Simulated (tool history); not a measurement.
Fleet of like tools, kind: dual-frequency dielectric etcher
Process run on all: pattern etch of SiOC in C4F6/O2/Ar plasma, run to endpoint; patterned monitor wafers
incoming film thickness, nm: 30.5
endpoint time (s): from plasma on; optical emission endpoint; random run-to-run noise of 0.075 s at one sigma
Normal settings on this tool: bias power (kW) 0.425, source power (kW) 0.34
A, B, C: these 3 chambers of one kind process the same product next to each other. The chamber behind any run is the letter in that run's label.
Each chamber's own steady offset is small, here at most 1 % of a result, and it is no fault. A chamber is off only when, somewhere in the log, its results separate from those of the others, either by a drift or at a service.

run   hour  bias power (kW)  source power (kW)  hours since the last wet clean  hours since the last bias power generator calibration  hours since the last source power generator calibration  endpoint time (s)
 1B    5.3            0.425               0.34                           135.4                                                 1958.1                                                    595.3             11.644
 2A    8.5            0.425               0.34                           461.8                                                 2456.9                                                   2592.9             11.706
 3C   11.8            0.425               0.34                           222.4                                                  503.5                                                    151.3             11.537
 4A     18            0.425               0.34                           471.3                                                 2466.4                                                   2602.4             11.557
 5C   23.6            0.425               0.34                           234.2                                                  515.3                                                    163.1             11.599
 6B   28.9            0.425               0.34                             159                                                 1981.7                                                    618.9             11.549
 7B   33.2            0.425               0.34                           163.3                                                   1986                                                    623.2             11.577
 8C   36.8            0.425               0.34                           247.4                                                  528.5                                                    176.3             11.518
 9A   40.9            0.425               0.34                           494.2                                                 2489.3                                                   2625.3             11.551
10B   46.4            0.425               0.34                           176.5                                                 1999.2                                                    636.4             11.445
11A   49.7            0.425               0.34                             503                                                 2498.1                                                   2634.1             11.599
12C   54.1            0.425               0.34                           264.7                                                  545.8                                                    193.6             11.447
13B   58.2            0.425               0.34                           188.3                                                   2011                                                    648.2              11.57
14A   63.4            0.425               0.34                           516.7                                                 2511.8                                                   2647.8             11.411
15C   68.3            0.425               0.34                           278.9                                                    560                                                    207.8             11.601
16B   73.8            0.425               0.34                           203.9                                                 2026.6                                                    663.8             11.503
      74.6  -- chamber A: wet clean of the chamber
17C   78.1            0.425               0.34                           288.7                                                  569.8                                                    217.6             11.586
18A   81.1            0.425               0.34                             6.6                                                 2529.5                                                   2665.5             11.085
19B   84.8            0.425               0.34                           214.9                                                 2037.6                                                    674.8             11.478
20C   88.4            0.425               0.34                             299                                                  580.1                                                    227.9             11.484
21A     93            0.425               0.34                            18.5                                                 2541.4                                                   2677.4             11.004
22C   96.6            0.425               0.34                           307.2                                                  588.3                                                    236.1             11.577
23A  102.5            0.425               0.34                              28                                                 2550.9                                                   2686.9             10.934
24B  106.4            0.425               0.34                           236.5                                                 2059.2                                                    696.4             11.432
25B  109.5            0.425               0.34                           239.6                                                 2062.3                                                    699.5             11.546
26A  113.6            0.337               0.37                            39.1                                                   2562                                                     2698             11.553
27C  119.3            0.337               0.37                           329.9                                                    611                                                    258.8             12.031
28B  122.7            0.337               0.37                           252.8                                                 2075.5                                                    712.7             12.098
29A  127.4            0.425                0.4                            52.9                                                 2575.8                                                   2711.8             10.358
30C  132.7            0.425                0.4                           343.3                                                  624.4                                                    272.2             10.871
31B  138.1            0.425                0.4                           268.2                                                 2090.9                                                    728.1             10.943
32C    141            0.425               0.34                           351.6                                                  632.7                                                    280.5             11.537
33A    145            0.425               0.41                            70.5                                                 2593.4                                                   2729.4             10.281
34B  151.2            0.425               0.41                           281.3                                                   2104                                                    741.2             10.645
35A  154.3            0.425               0.41                            79.8                                                 2602.7                                                   2738.7             10.297

Has any chamber moved away from the others, gradually or after a service, or does the common gauge drift, or do the chambers differ only by their own small steady offsets? State the chamber and the most likely cause if one applies.

Chamber A has stood off from the others ever since a service on it.
What lies behind it: etch rate over this chamber's usual, % = 5.13.

Which of the 4 candidates below, each the usual settings with something changed and its results left as question marks, puts chamber A back in line with what the other chambers give on the usual settings?
In line means no further than this from the other chambers' mean on the usual settings: endpoint time (s) 0.26
36A-1   159            0.398               0.32                                                                                                                                                                  ?
36A-2   159            0.525               0.34                                                                                                                                                                  ?
36A-3   159            0.425               0.38                                                                                                                                                                  ?
36A-4   159            0.336               0.34                                                                                                                                                                  ?

The other chambers' mean on the usual settings: endpoint time (s) 11.53
  run  endpoint time (s)
36A-1             11.549
36A-2              10.19
36A-3             10.569
36A-4              11.99
36A-1 brings the chamber back in line.

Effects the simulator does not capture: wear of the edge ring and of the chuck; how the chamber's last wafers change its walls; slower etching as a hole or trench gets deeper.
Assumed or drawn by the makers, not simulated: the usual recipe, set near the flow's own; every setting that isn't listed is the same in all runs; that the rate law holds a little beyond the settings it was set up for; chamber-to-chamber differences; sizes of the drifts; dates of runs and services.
